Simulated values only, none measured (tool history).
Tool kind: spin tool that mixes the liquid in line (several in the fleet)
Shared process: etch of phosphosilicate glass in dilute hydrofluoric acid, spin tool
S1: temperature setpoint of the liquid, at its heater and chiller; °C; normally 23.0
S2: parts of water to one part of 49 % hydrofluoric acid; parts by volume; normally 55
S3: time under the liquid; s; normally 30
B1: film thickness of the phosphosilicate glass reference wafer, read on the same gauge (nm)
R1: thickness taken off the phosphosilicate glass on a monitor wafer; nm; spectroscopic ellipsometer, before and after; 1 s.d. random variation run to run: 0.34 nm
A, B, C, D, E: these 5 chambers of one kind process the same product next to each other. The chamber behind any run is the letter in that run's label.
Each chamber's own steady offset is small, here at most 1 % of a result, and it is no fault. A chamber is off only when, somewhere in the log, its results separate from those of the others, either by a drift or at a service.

run,hour,S1,S2,S3,B1,R1
1B,5.7,23.0,55,30,59.992,74.101
2D,16.5,23.0,55,30,60.013,75.059
3C,27.7,23.0,55,30,59.988,74.149
4E,34.6,23.0,55,30,59.982,73.768
5A,40.9,23.0,55,30,59.999,74.567
6A,51.4,23.0,55,30,59.987,74.084
7E,60.8,23.0,75,30,60.013,53.376
8D,66.6,23.0,75,30,60.008,53.295
9C,72.5,23.0,75,30,59.997,52.989
10B,84.6,23.0,75,30,60.003,52.985
11A,90.1,23.0,75,30,60.000,53.326
12C,96.0,23.0,55,30,59.996,74.510
# hour 105.8: chamber E: thermometer replaced
13D,106.9,23.0,55,30,59.979,74.616
14B,116.2,23.0,55,30,60.007,74.277
15E,125.2,23.0,55,20,59.999,49.961
16A,137.1,23.0,55,20,60.001,49.068
17D,144.8,23.0,55,20,59.998,49.710
18E,154.9,23.0,55,20,59.983,50.205
19B,165.1,23.0,55,20,60.007,48.883
20C,171.8,23.0,55,25,60.002,61.775
21E,182.4,23.0,55,25,59.996,62.337
22D,191.2,23.0,55,25,60.012,62.052
23C,197.5,23.0,55,25,59.987,62.044
24A,206.7,23.0,55,25,59.985,61.520
25B,216.6,23.0,55,30,59.986,73.555
26A,228.2,23.0,55,30,60.028,74.454
27C,235.6,23.0,55,30,60.003,74.055
28B,242.0,23.0,55,30,59.992,74.483
29D,251.9,23.0,55,30,59.988,74.599
30E,261.4,26.5,55,15,60.019,42.745
31E,271.0,26.5,55,15,60.005,43.394
32A,279.4,26.5,55,15,60.011,42.436
33D,291.5,26.5,55,15,59.980,43.079
34C,299.8,26.5,55,15,59.999,42.700
35B,310.5,23.0,55,30,59.981,73.582
36B,315.8,23.0,55,30,60.003,73.726
37D,323.0,23.0,55,30,59.993,74.519

Each of the 5 chambers runs these same settings next. Fill in every chamber's results:
38A,331.8,27.0,55,30,,?
38B,331.8,27.0,55,30,,?
38C,331.8,27.0,55,30,,?
38D,331.8,27.0,55,30,,?
38E,331.8,27.0,55,30,,?

run,R1
38A,86.978
38B,87.010
38C,86.773
38D,87.372
38E,87.520
